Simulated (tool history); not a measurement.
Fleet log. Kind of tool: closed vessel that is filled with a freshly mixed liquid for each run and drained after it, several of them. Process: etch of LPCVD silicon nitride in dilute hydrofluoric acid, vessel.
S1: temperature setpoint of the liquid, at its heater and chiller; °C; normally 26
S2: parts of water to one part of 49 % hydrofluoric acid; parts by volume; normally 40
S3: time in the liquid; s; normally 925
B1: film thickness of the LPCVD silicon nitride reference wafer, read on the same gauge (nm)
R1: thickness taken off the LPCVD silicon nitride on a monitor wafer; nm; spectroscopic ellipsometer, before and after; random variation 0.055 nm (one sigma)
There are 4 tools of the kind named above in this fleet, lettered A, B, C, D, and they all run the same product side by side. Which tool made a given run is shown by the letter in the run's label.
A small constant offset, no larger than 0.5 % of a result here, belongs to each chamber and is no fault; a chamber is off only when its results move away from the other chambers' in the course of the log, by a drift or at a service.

run,hour,S1,S2,S3,B1,R1
1A,8.7,26,40,925,59.980,12.9340
# hour 9.5: chamber A: thermometer replaced
2C,14.2,26,40,925,60.020,12.9440
3B,22.9,26,40,925,59.954,12.9090
4D,33.7,26,40,925,59.989,12.8630
5A,43.1,26,40,925,60.007,12.9020
6C,51.7,26,25,925,60.060,20.5010
7D,60.1,26,25,925,59.984,20.3420
8B,69.4,26,25,925,60.005,20.2450
9D,80.2,26,25,925,60.037,20.3340
10C,92.2,26,40,925,59.995,13.0400
11A,101.9,26,40,925,60.042,12.9360
12B,111.9,26,40,925,59.972,13.0650
13D,121.3,26,40,925,60.043,12.9300
14A,130.9,26,40,925,60.013,12.8350
15B,141.0,26,40,715,59.962,10.0510
16C,148.7,26,40,715,59.971,10.0640
17C,155.5,26,40,715,60.039,10.0820
18B,164.0,26,40,715,59.978,9.9808
19A,174.1,26,40,925,59.976,12.9290
20D,183.2,26,40,925,60.030,12.7910
21C,194.4,26,40,925,59.977,12.9730
# hour 205.3: chamber D: thermometer replaced
22A,206.2,26,40,925,60.009,12.8900
23B,214.5,26,40,925,60.031,13.0480
24D,226.3,26,40,925,60.016,12.6220
25B,234.7,26,40,925,59.976,12.9840
26C,245.1,26,40,925,60.003,13.0140
27D,254.2,26,40,925,60.015,12.5570
28A,262.8,26,40,925,59.950,12.8900
29A,271.3,26,40,925,59.962,12.9470
30B,277.9,26,40,925,60.030,12.9410
31C,287.1,26,40,925,60.008,12.9180
32D,297.3,26,40,925,60.011,12.5200
33B,303.5,26,40,925,59.999,12.9140
34C,313.4,26,40,925,59.987,13.0420
35D,322.7,26,40,925,59.994,12.5200
36A,328.8,26,40,925,59.983,12.9400
37B,334.2,26,40,925,60.003,12.9650
38D,344.5,26,40,925,59.952,12.4450
39C,353.4,26,40,925,60.032,13.1190
40A,361.9,26,40,925,60.027,12.8360
41B,369.6,26,40,460,59.986,6.4510
42C,382.0,26,40,460,59.944,6.4554
43A,392.1,26,40,460,59.988,6.3565

Next, every chamber runs the same settings. What will each give?
44A,401.1,26,25,925,,?
44B,401.1,26,25,925,,?
44C,401.1,26,25,925,,?
44D,401.1,26,25,925,,?

run,R1
44A,20.2640
44B,20.3900
44C,20.4350
44D,19.4540

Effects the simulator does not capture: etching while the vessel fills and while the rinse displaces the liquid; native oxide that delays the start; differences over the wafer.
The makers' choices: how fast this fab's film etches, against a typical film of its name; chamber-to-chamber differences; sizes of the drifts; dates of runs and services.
